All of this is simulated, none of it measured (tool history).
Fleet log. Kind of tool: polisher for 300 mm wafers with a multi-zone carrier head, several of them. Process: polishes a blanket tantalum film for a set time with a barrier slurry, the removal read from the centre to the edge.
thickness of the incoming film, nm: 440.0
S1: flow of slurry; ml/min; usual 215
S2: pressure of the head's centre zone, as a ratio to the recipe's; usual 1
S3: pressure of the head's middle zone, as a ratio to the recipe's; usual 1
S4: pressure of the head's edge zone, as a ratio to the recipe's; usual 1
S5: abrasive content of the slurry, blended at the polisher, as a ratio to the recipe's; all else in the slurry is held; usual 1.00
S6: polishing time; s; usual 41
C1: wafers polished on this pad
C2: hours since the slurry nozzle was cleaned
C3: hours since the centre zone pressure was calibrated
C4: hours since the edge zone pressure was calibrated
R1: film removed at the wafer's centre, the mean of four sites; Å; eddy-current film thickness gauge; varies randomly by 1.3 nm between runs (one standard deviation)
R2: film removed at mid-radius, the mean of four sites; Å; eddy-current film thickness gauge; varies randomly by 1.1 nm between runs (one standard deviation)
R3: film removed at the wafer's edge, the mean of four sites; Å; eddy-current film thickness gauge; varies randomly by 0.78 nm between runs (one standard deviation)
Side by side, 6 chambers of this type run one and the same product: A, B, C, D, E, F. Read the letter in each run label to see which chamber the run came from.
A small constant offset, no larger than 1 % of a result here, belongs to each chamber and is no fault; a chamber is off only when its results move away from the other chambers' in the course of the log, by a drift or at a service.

run	hour	S1	S2	S3	S4	S5	S6	C1	C2	C3	C4	R1	R2	R3
# hour 4.9: chamber F: slurry nozzle cleaned
1B	9.2	215	1	1	1	1.00	41	610	170.6	20.9	774.2	935.04	919.38	937.16
# hour 19.6: chamber E: worn pad replaced by a new one
2D	19.6	215	1	1	1	1.00	41	504	734.3	303.9	271.7	929.33	946.07	930.63
# hour 33.0: chamber C: worn pad replaced by a new one
3A	33.6	215	1	1	1	1.00	41	1021	355.9	536.2	239.6	922.41	965.54	952.71
# hour 43.0: chamber A: worn pad replaced by a new one
4E	45.0	215	1	1	1	1.00	41	372	342.2	367.6	105.5	926.94	930.24	923.07
# hour 52.3: chamber B: worn pad replaced by a new one
# hour 58.1: chamber F: worn pad replaced by a new one
5F	60.2	180	1	1	1	1.10	41	30	55.4	937.0	196.4	955.61	952.63	944.83
6C	71.1	180	1	1	1	1.10	41	558	646.3	923.1	648.1	926.00	950.16	960.32
# hour 75.9: chamber B: slurry nozzle cleaned
# hour 76.1: chamber C: slurry nozzle cleaned
# hour 79.2: chamber D: worn pad replaced by a new one
7B	83.9	180	1	1	1	1.10	41	463	8.1	95.6	848.9	954.39	934.24	939.06
8D	90.9	180	1	1	1	1.10	41	172	805.6	375.2	343.0	917.42	942.23	959.36
# hour 92.0: chamber E: worn pad replaced by a new one
9C	101.8	180	1	1	1	1.10	41	1008	25.7	953.8	678.8	904.61	924.77	946.90
# hour 110.0: chamber E: slurry nozzle cleaned
10E	114.6	180	1	1	1	1.10	41	331	4.7	437.2	175.1	942.85	937.07	937.27
# hour 117.4: chamber D: centre zone pressure recalibrated
# hour 124.4: chamber A: worn pad replaced by a new one
11A	124.7	170	1	1	1	1.00	49	5	447.0	627.3	330.7	1076.90	1088.70	1092.80
# hour 125.8: chamber C: worn pad replaced by a new one
# hour 126.5: chamber B: worn pad replaced by a new one
12F	134.0	170	1	1	1	1.00	49	1112	129.2	1010.8	270.2	1094.70	1075.00	1084.20
# hour 142.1: chamber D: slurry nozzle cleaned
13E	145.1	170	1	1	1	1.00	49	778	35.2	467.7	205.6	1101.20	1070.90	1087.80
14D	152.8	170	1	1	1	1.00	49	1079	10.7	35.4	404.9	1061.80	1082.50	1082.70
# hour 154.0: chamber F: worn pad replaced by a new one
15C	160.4	170	1	1	1	1.00	49	508	84.3	1012.4	737.4	1053.10	1073.90	1102.70
# hour 165.6: chamber D: worn pad replaced by a new one
16F	169.2	170	1	1	1	1.00	49	222	164.4	1046.0	305.4	1080.20	1072.80	1083.10
# hour 176.1: chamber B: edge zone pressure recalibrated
# hour 176.9: chamber E: worn pad replaced by a new one
17B	184.4	215	1	1	1	1.00	41	849	108.6	196.1	8.3	964.23	919.38	937.57
18A	195.9	215	1	1	1	1.00	41	1048	518.2	698.5	401.9	932.69	949.79	943.62
# hour 206.0: chamber E: centre zone pressure recalibrated
19B	207.3	215	1	1	1	1.00	41	1184	131.5	219.0	31.2	969.32	932.87	952.79
# hour 207.4: chamber A: worn pad replaced by a new one
# hour 211.2: chamber B: worn pad replaced by a new one
# hour 219.6: chamber C: worn pad replaced by a new one
20C	219.8	215	1	1	1	1.00	41	3	143.7	1071.8	796.8	883.77	951.17	941.07
21F	229.7	215	1	1	1	1.00	41	1109	224.9	1106.5	365.9	897.06	941.01	930.95
22E	241.6	215	1	1	1	1.00	41	948	131.7	35.7	302.1	934.68	913.93	933.33
# hour 245.5: chamber F: worn pad replaced by a new one
23A	249.9	215	1	1	1	1.00	41	623	572.2	752.5	455.9	944.20	955.84	936.53
# hour 259.2: chamber D: worn pad replaced by a new one
# hour 259.3: chamber E: worn pad replaced by a new one
24D	263.8	215	1	1	1	0.80	41	68	121.7	146.4	515.9	867.46	882.26	880.19
25F	271.5	215	1	1	1	0.80	41	381	266.7	1148.3	407.7	883.03	869.18	866.91
# hour 272.6: chamber F: centre zone pressure recalibrated
# hour 283.0: chamber A: worn pad replaced by a new one
26E	283.2	215	1	1	1	0.80	41	351	173.3	77.3	343.7	880.35	858.20	884.49
# hour 288.0: chamber B: worn pad replaced by a new one
27C	293.2	215	1	1	1	0.80	41	1078	217.1	1145.2	870.2	845.54	875.85	883.44
# hour 303.2: chamber C: worn pad replaced by a new one
28A	303.3	215	1	1	1	0.80	41	297	625.6	805.9	509.3	882.75	892.16	887.78
29B	313.7	215	1	1	1	0.80	41	377	237.9	325.4	137.6	867.97	873.77	880.15
# hour 318.4: chamber B: slurry nozzle cleaned
30D	325.7	215	1	1	1	1.00	41	975	183.6	208.3	577.8	912.08	964.58	940.33
31D	333.4	215	1	1	1	1.00	41	1087	191.3	216.0	585.5	943.10	940.04	940.57
# hour 334.6: chamber D: worn pad replaced by a new one
# hour 337.5: chamber F: worn pad replaced by a new one
# hour 339.3: chamber B: centre zone pressure recalibrated
32B	345.1	215	1	1	1	1.00	41	837	26.8	5.9	169.0	955.66	933.95	935.72
# hour 348.1: chamber E: worn pad replaced by a new one
33A	358.2	155	1	1	1	0.85	41	1101	680.5	860.8	564.2	832.84	862.34	856.82
34C	368.6	155	1	1	1	0.85	41	959	292.5	1220.6	945.6	802.17	852.48	866.86
35F	378.7	155	1	1	1	0.85	41	603	373.9	106.2	514.9	825.72	832.56	856.32
36E	387.9	155	1	1	1	0.85	41	583	278.0	182.0	448.4	859.65	836.85	840.43
37E	397.3	155	1	1	1	0.85	41	721	287.4	191.4	457.8	839.34	838.99	857.96
38F	410.9	155	1	1	1	0.85	41	1075	406.1	138.4	547.1	827.94	843.41	861.13
# hour 422.5: chamber D: worn pad replaced by a new one
39D	422.5	215	1	1	1	1.00	41	0	280.4	305.1	674.6	938.75	944.47	927.60

Predict what each chamber gives when all 6 of them run the settings below next.
40A	433.7	215	1	1	1	1.00	30					?	?	?
40B	433.7	215	1	1	1	1.00	30					?	?	?
40C	433.7	215	1	1	1	1.00	30					?	?	?
40D	433.7	215	1	1	1	1.00	30					?	?	?
40E	433.7	215	1	1	1	1.00	30					?	?	?
40F	433.7	215	1	1	1	1.00	30					?	?	?

run	R1	R2	R3
40A	684.07	694.72	688.86
40B	684.47	680.29	688.38
40C	623.13	679.86	686.55
40D	676.50	680.51	684.72
40E	666.27	680.00	682.98
40F	677.31	681.40	679.05

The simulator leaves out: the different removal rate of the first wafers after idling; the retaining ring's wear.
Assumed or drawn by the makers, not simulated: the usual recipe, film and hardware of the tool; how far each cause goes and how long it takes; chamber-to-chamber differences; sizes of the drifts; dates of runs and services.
